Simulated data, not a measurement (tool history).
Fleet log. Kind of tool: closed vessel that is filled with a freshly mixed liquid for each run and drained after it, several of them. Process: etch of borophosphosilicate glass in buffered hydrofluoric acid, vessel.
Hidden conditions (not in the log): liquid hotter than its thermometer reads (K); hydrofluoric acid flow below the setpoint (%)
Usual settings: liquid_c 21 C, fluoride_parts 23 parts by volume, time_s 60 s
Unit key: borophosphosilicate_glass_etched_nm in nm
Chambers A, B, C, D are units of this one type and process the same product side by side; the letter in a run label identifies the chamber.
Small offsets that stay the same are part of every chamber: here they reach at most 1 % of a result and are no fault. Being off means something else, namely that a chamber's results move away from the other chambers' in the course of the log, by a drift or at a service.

run,hour,liquid_c,fluoride_parts,time_s,hours since the thermometer was replaced,hours since the hydrofluoric acid flow meter was replaced,"read-back film thickness of the borophosphosilicate glass reference wafer, read on the same gauge (nm)",borophosphosilicate_glass_etched_nm
1D,3.6,21,23,60,1013.4,125.6,120.01,42.133
2C,6.3,21,23,60,464.0,239.5,120.00,41.151
3B,8.8,21,23,60,774.8,1955.2,120.04,41.353
4A,13.1,21,23,60,397.8,1400.5,119.98,42.294
5B,15.4,21,23,60,781.4,1961.8,120.01,41.384
6C,17.8,21,23,60,475.5,251.0,120.01,41.496
7D,21.5,23,23,80,1031.3,143.5,120.00,62.856
8A,23.4,23,23,80,408.1,1410.8,119.98,63.775
9A,27.8,23,23,80,412.5,1415.2,119.99,63.112
10C,30.7,23,23,80,488.4,263.9,119.98,62.312
11D,34.1,21,30,75,1043.9,156.1,120.04,43.857
12B,36.3,21,30,75,802.3,1982.7,119.98,42.702
13B,39.9,21,30,75,805.9,1986.3,119.99,43.438
14D,42.2,21,30,75,1052.0,164.2,119.98,42.675
15A,46.3,21,23,60,431.0,1433.7,119.97,42.056
16C,50.2,21,23,60,507.9,283.4,119.96,41.445
17D,53.4,21,23,60,1063.2,175.4,119.99,41.757
18B,57.0,21,23,60,823.0,2003.4,120.03,41.366
19A,60.4,21,23,60,445.1,1447.8,119.97,42.295
20C,63.4,21,23,60,521.1,296.6,119.99,42.117
21D,66.0,18,23,30,1075.8,188.0,120.00,17.578
22B,69.9,18,23,30,835.9,2016.3,119.96,17.639
23A,71.8,18,23,30,456.5,1459.2,119.93,17.641
24C,76.1,18,23,30,533.8,309.3,120.06,17.441
25D,80.0,21,23,60,1089.8,202.0,119.97,42.359
26A,83.5,21,23,60,468.2,1470.9,120.02,42.253
27C,87.7,21,23,60,545.4,320.9,119.98,41.880
28B,91.1,21,23,60,857.1,2037.5,120.00,41.442
29C,94.5,18,30,60,552.2,327.7,120.02,29.236
30B,98.7,18,30,60,864.7,2045.1,119.98,29.117
31A,102.0,18,30,60,486.7,1489.4,120.01,28.852
32D,104.1,18,30,60,1113.9,226.1,120.00,29.504
33C,106.2,21,23,60,563.9,339.4,120.02,41.003
34D,110.0,21,23,60,1119.8,232.0,119.98,42.237
35A,113.4,21,23,60,498.1,1500.8,120.03,41.628
36B,115.3,21,23,30,881.3,2061.7,120.05,20.482
37D,117.7,21,23,30,1127.5,239.7,119.99,20.745
38C,120.0,21,23,30,577.7,353.2,119.98,20.970

Is one chamber off against the others, does the gauge drift, or is nothing wrong? If a chamber is off, say which, and what the likeliest cause is.

The fleet is healthy, with each chamber sitting at its usual small offset and no drift in the gauge.
